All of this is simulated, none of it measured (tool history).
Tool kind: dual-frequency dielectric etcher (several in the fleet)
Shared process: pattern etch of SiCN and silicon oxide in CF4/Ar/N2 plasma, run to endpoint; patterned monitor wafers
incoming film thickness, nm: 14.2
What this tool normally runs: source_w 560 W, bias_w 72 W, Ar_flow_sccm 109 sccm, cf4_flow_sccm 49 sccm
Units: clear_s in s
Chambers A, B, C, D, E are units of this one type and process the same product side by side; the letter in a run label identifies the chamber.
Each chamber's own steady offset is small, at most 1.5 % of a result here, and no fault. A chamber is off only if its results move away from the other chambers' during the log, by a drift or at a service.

run     day  source_w  bias_w  Ar_flow_sccm  cf4_flow_sccm  hours since the last wet clean  hours since the last source power generator calibration  hours since the last bias power generator calibration  hours since the last Ar flow controller change  hours since the last CF4 flow controller change  clear_s
 1A   0.475       560      72           109             49                           693.3                                                   1012.9                                                  336.6                                            2965                                           1261.4   14.399
 2C   0.921       560      72           109             49                             100                                                    846.9                                                   1369                                          1539.5                                           2896.6   14.703
      1.088  -- chamber A: wet clean of the chamber
 3D    1.15       560      72           109             49                           397.5                                                   1818.5                                                 1360.7                                            1717                                             1866   14.562
 4E   1.425       560      72           109             49                            65.2                                                    168.7                                                  306.6                                           615.7                                           2343.5    14.67
 5B   1.667       560      72           109             49                           340.7                                                    165.4                                                  432.6                                          4969.5                                            781.9   14.842
 6C   2.058       560      72           109             49                           127.3                                                    874.2                                                 1396.3                                          1566.8                                           2923.9   14.785
 7A   2.367       560      72           109             49                            30.8                                                   1058.3                                                    382                                          3010.4                                           1306.8   14.601
 8B   2.821       560      72           109             49                           368.4                                                    193.1                                                  460.3                                          4997.2                                            809.6   14.732
 9D   3.188       560      72           109             49                           446.4                                                   1867.4                                                 1409.6                                          1765.9                                           1914.9    14.64
10E   3.521       560      72           109             49                           115.5                                                      219                                                  356.9                                             666                                           2393.8   14.485
11C    3.95       560      72           125             49                           172.7                                                    919.6                                                 1441.7                                          1612.2                                           2969.3     14.9
12E   4.408       560      72           125             49                           136.8                                                    240.3                                                  378.2                                           687.3                                           2415.1   14.885
13B    4.65       560      72           125             49                           412.3                                                      237                                                  504.2                                          5041.1                                            853.5   15.148
14D   4.883       560      72           125             49                           487.1                                                   1908.1                                                 1450.3                                          1806.6                                           1955.6   14.769
15A   5.317       560      72           125             49                           101.6                                                   1129.1                                                  452.8                                          3081.2                                           1377.6   14.852
16C   5.733       560      72           109             49                           215.5                                                    962.4                                                 1484.5                                            1655                                           3012.1   14.752
17D   6.133       560      72           109             49                           517.1                                                   1938.1                                                 1480.3                                          1836.6                                           1985.6   14.526
      6.171  -- chamber B: Ar flow controller replaced
18B    6.45       560      72           109             49                           455.5                                                    280.2                                                  547.4                                             6.7                                            896.7   14.701
19A   6.792       560      72           109             49                             137                                                   1164.5                                                  488.2                                          3116.6                                             1413   14.387
20E    7.25       560      72           109             49                             205                                                    308.5                                                  446.4                                           755.5                                           2483.3   14.696
21D   7.596       560      72           109             49                           552.2                                                   1973.2                                                 1515.4                                          1871.7                                           2020.7   14.521
22C   7.812       560      72           109             49                           265.4                                                   1012.3                                                 1534.4                                          1704.9                                             3062   14.665
      7.875  -- chamber D: wet clean of the chamber
23E   8.154       560      72           109             49                           226.7                                                    330.2                                                  468.1                                           777.2                                             2505   14.359
      8.246  -- chamber E: CF4 flow controller replaced
      8.404  -- chamber C: CF4 flow controller replaced
24A   8.592       560      72           109             49                           180.2                                                   1207.7                                                  531.4                                          3159.8                                           1456.2   14.465
25B   9.092       560      72           135             57                           518.9                                                    343.6                                                  610.8                                            70.1                                            960.1   14.895
26B   9.317       560      72           135             57                           524.3                                                      349                                                  616.2                                            75.5                                            965.5   14.843
27E   9.612       560      72           135             57                           261.7                                                    365.2                                                  503.1                                           812.2                                             32.8   14.652
28C   9.925       560      72           135             57                           316.1                                                     1063                                                 1585.1                                          1755.6                                             36.5   14.736
29D  10.221       560      72           135             57                            56.4                                                   2036.2                                                 1578.4                                          1934.7                                           2083.7   14.606
30A  10.521       560      72           109             49                           226.5                                                     1254                                                  577.7                                          3206.1                                           1502.5   14.623
31D  10.846       560      72           109             49                            71.4                                                   2051.2                                                 1593.4                                          1949.7                                           2098.7   14.628
32A   11.35       560      89           119             49                           246.4                                                   1273.9                                                  597.6                                            3226                                           1522.4   13.736
33E  11.621       560      89           119             49                           309.9                                                    413.4                                                  551.3                                           860.4                                               81   13.678

Next, every chamber runs the same settings. What will each give?
34A  11.983       560      72           109             49                                                                                                                                                                                                                                                         ?
34B  11.983       560      72           109             49                                                                                                                                                                                                                                                         ?
34C  11.983       560      72           109             49                                                                                                                                                                                                                                                         ?
34D  11.983       560      72           109             49                                                                                                                                                                                                                                                         ?
34E  11.983       560      72           109             49                                                                                                                                                                                                                                                         ?

run  clear_s
34A   14.719
34B   14.756
34C   14.763
34D   14.529
34E   14.678
